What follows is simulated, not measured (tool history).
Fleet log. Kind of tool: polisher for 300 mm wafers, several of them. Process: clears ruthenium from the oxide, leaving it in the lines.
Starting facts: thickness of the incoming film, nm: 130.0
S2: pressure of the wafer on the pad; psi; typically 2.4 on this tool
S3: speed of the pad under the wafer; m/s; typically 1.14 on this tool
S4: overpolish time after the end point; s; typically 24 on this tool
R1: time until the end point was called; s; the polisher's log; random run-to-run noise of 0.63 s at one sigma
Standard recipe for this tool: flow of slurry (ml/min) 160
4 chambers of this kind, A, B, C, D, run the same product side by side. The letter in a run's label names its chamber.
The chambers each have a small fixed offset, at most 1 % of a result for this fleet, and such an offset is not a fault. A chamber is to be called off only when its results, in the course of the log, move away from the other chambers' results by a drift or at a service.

At hour 0.5: chamber B: slurry nozzle cleaned.
Run 1D, hour 9.3: usual settings. Result: R1 73.385 s.
Run 2A, hour 20.9: usual settings. Result: R1 71.836 s.
At hour 27.4: chamber B: worn pad replaced by a new one.
Run 3B, hour 27.9: usual settings. Result: R1 73.487 s.
Run 4C, hour 40.6: usual settings. Result: R1 73.737 s.
At hour 42.3: chamber A: slurry nozzle cleaned.
Run 5B, hour 47.0: usual settings. Result: R1 72.949 s.
Run 6D, hour 55.5: usual settings but S4 37 s. Result: R1 72.879 s.
At hour 61.9: chamber D: slurry nozzle cleaned.
Run 7C, hour 64.4: usual settings but S4 37 s. Result: R1 73.910 s.
Run 8A, hour 70.3: usual settings but S4 37 s. Result: R1 72.359 s.
At hour 77.6: chamber A: worn pad replaced by a new one.
Run 9D, hour 78.3: usual settings but S4 37 s. Result: R1 73.393 s.
At hour 80.8: chamber D: worn pad replaced by a new one.
At hour 83.9: chamber C: worn pad replaced by a new one.
Run 10C, hour 90.3: usual settings. Result: R1 73.679 s.
Run 11B, hour 97.6: usual settings. Result: R1 72.988 s.
Run 12A, hour 104.3: usual settings. Result: R1 72.101 s.
Run 13C, hour 115.2: usual settings. Result: R1 72.135 s.
Run 14D, hour 124.1: usual settings. Result: R1 73.886 s.
Run 15A, hour 131.6: usual settings. Result: R1 72.644 s.
At hour 137.3: chamber B: worn pad replaced by a new one.
Run 16B, hour 137.9: usual settings. Result: R1 73.916 s.
Run 17B, hour 151.0: usual settings. Result: R1 74.155 s.
At hour 152.8: chamber B: head pressure recalibrated.
Run 18C, hour 159.2: usual settings but S2 1.8 psi, S4 18 s. Result: R1 93.836 s.
Run 19A, hour 167.6: usual settings but S2 1.8 psi, S4 18 s. Result: R1 96.802 s.
Run 20D, hour 174.5: usual settings but S2 1.8 psi, S4 18 s. Result: R1 98.810 s.
Run 21C, hour 186.0: usual settings but S2 1.8 psi, S4 18 s. Result: R1 94.044 s.
At hour 186.5: chamber A: worn pad replaced by a new one.
Run 22D, hour 197.8: usual settings. Result: R1 73.755 s.
Run 23A, hour 205.9: usual settings. Result: R1 73.050 s.
At hour 212.4: chamber C: worn pad replaced by a new one.
Run 24B, hour 219.4: usual settings but S2 3.0 psi, S4 14 s. Result: R1 59.066 s.
Run 25D, hour 228.0: usual settings but S2 3.0 psi, S4 14 s. Result: R1 58.815 s.
Run 26C, hour 235.5: usual settings but S2 3.0 psi, S4 14 s. Result: R1 54.552 s.
Run 27A, hour 249.0: usual settings but S2 3.0 psi, S4 14 s. Result: R1 57.855 s.
At hour 256.7: chamber D: worn pad replaced by a new one.
Run 28B, hour 261.1: usual settings. Result: R1 72.543 s.
At hour 263.5: chamber B: worn pad replaced by a new one.
Run 29C, hour 267.8: usual settings. Result: R1 67.225 s.
At hour 273.4: chamber D: head pressure recalibrated.
Run 30A, hour 277.1: usual settings. Result: R1 74.107 s.
Run 31D, hour 283.1: usual settings but flow of slurry (ml/min) 215, S2 2.9 psi. Result: R1 58.160 s.
Run 32B, hour 292.6: usual settings but flow of slurry (ml/min) 215, S2 2.9 psi. Result: R1 57.727 s.

Has any chamber moved away from the others, gradually or after a service, or does the common gauge drift, or do the chambers differ only by their own small steady offsets? State the chamber and the most likely cause if one applies.

Chamber C drifts away from the others.
Most likely cause: head's pressure above its setpoint, % = 12.2.

Below are 4 candidate recipes for chamber C's next run, each the usual settings with a change, their results shown as question marks. Which of them brings C's results back in line with what the other chambers give on the usual settings?
In line here means within this much of the mean the other chambers give on the usual settings: R1 2.200 s
Run 33C-1, hour 302.2: usual settings but S3 1.10 m/s. Result: R1 ?.
Run 33C-2, hour 302.2: usual settings but S2 2.3 psi, S3 1.08 m/s. Result: R1 ?.
Run 33C-3, hour 302.2: usual settings but flow of slurry (ml/min) 165, S3 1.26 m/s. Result: R1 ?.
Run 33C-4, hour 302.2: usual settings but S3 1.18 m/s. Result: R1 ?.

What the other chambers average on the usual settings: R1 73.237 s
  run      R1
33C-1  68.625
33C-2  72.866
33C-3  59.733
33C-4  64.040
The right change is 33C-2: it brings the chamber back within the allowed miss of the others.

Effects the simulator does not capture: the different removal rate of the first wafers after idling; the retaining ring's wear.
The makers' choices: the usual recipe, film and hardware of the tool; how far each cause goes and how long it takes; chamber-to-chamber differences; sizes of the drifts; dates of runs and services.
